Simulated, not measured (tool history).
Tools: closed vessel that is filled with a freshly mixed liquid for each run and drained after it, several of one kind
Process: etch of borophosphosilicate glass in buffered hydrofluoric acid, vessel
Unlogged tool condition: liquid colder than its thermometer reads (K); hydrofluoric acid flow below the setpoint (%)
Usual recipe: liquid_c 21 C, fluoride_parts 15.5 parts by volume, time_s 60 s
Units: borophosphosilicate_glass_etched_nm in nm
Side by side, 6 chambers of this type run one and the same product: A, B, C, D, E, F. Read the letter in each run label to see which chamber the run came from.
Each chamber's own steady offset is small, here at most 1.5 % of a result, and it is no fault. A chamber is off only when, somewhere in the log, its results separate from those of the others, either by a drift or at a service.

run	day	liquid_c	fluoride_parts	time_s	hours since the thermometer was replaced	hours since the hydrofluoric acid flow meter was replaced	read-back film thickness of the borophosphosilicate glass reference wafer, read on the same gauge (nm)	borophosphosilicate_glass_etched_nm
1B	0.562	21	15.5	60	1066.5	155.6	50.002	55.664
2C	0.904	21	15.5	60	2216.6	200	49.998	56.276
3A	1.383	21	15.5	60	670.2	583.7	49.996	55.781
4E	1.762	21	15.5	60	1600.5	564.9	49.993	56.433
5F	2.042	21	15.5	60	616.6	1436.9	49.99	55.272
6D	2.408	21	15.5	60	830.3	731	49.976	56.834
# day 2.471: chamber E: hydrofluoric acid flow meter replaced
7B	2.729	21	15.5	60	1118.5	207.6	50.021	55.241
8D	3.238	21	15.5	60	850.2	750.9	50.004	56.433
9E	3.733	21	15.5	60	1647.8	30.4	50.021	55.634
10A	4.129	21	15.5	60	736.1	649.6	50.035	56.707
11F	4.608	21	15.5	60	678.2	1498.5	50.014	55.445
12C	5.154	21	15.5	60	2318.6	302	50.013	56.262
13B	5.442	21	15.5	90	1183.6	272.7	49.981	82.787
14E	5.733	21	15.5	90	1695.8	78.4	50.025	82.396
15A	6.108	21	15.5	90	783.6	697.1	50	85.841
16C	6.408	21	15.5	90	2348.7	332.1	49.997	83.358
# day 6.671: chamber F: hydrofluoric acid flow meter replaced
17D	6.808	21	15.5	90	935.9	836.6	50.015	85.241
# day 7.05: chamber F: thermometer replaced
18F	7.258	21	15.5	90	5.1	14.2	49.975	84.683
19F	7.771	21	15.5	60	17.4	26.5	49.982	55.879
20E	8.071	21	15.5	60	1751.9	134.5	49.977	56.419
21D	8.45	21	15.5	60	975.3	876	49.992	56.591
22C	8.762	17	15.5	30	2405.2	388.6	49.985	22.579
23A	9.35	17	15.5	30	861.4	774.9	49.997	21.879
24B	9.662	17	15.5	30	1284.9	374	49.963	22.368
# day 9.679: chamber E: thermometer replaced
25F	9.971	17	15.5	30	70.2	79.3	50.002	21.949
26E	10.438	17	15.5	30	18.3	191.3	49.997	22.541
27D	10.896	17	15.5	30	1034	934.7	49.97	22.477
28A	11.492	21	15.5	60	912.8	826.3	50.034	54.401
29C	11.896	21	15.5	60	2480.4	463.8	49.972	56.023
30B	12.317	21	15.5	60	1348.6	437.7	50.01	56.119
31C	12.588	21	15.5	60	2497	480.4	49.957	55.652
32D	12.938	21	15.5	60	1083	983.7	49.974	56.34
33B	13.412	22.5	15.5	30	1374.9	464	50.009	30.392
34F	13.721	22.5	15.5	30	160.2	169.3	50.014	30.54
35E	14.071	22.5	15.5	30	105.5	278.5	50.017	30.657
36A	14.358	22.5	15.5	30	981.6	895.1	49.999	28.068
37F	14.717	22.5	15.5	30	184.1	193.2	50.015	30.118
38E	15.208	22.5	15.5	30	132.8	305.8	49.994	30.466
39D	15.646	21	15.5	60	1148	1048.7	50.006	56.663
40A	16	21	15.5	60	1021	934.5	50.003	51.217
# day 16.462: chamber B: thermometer replaced
41B	16.542	21	15.5	60	2	539.1	49.977	55.599
42C	16.9	21	15.5	60	2600.5	583.9	49.968	56.521

For the next run the whole fleet of 6 chambers uses the same settings. Give each chamber's results:
43A	17.325	21	15.5	60				?
43B	17.325	21	15.5	60				?
43C	17.325	21	15.5	60				?
43D	17.325	21	15.5	60				?
43E	17.325	21	15.5	60				?
43F	17.325	21	15.5	60				?

run	borophosphosilicate_glass_etched_nm
43A	49.479
43B	55.157
43C	56.545
43D	56.198
43E	56.716
43F	56.469
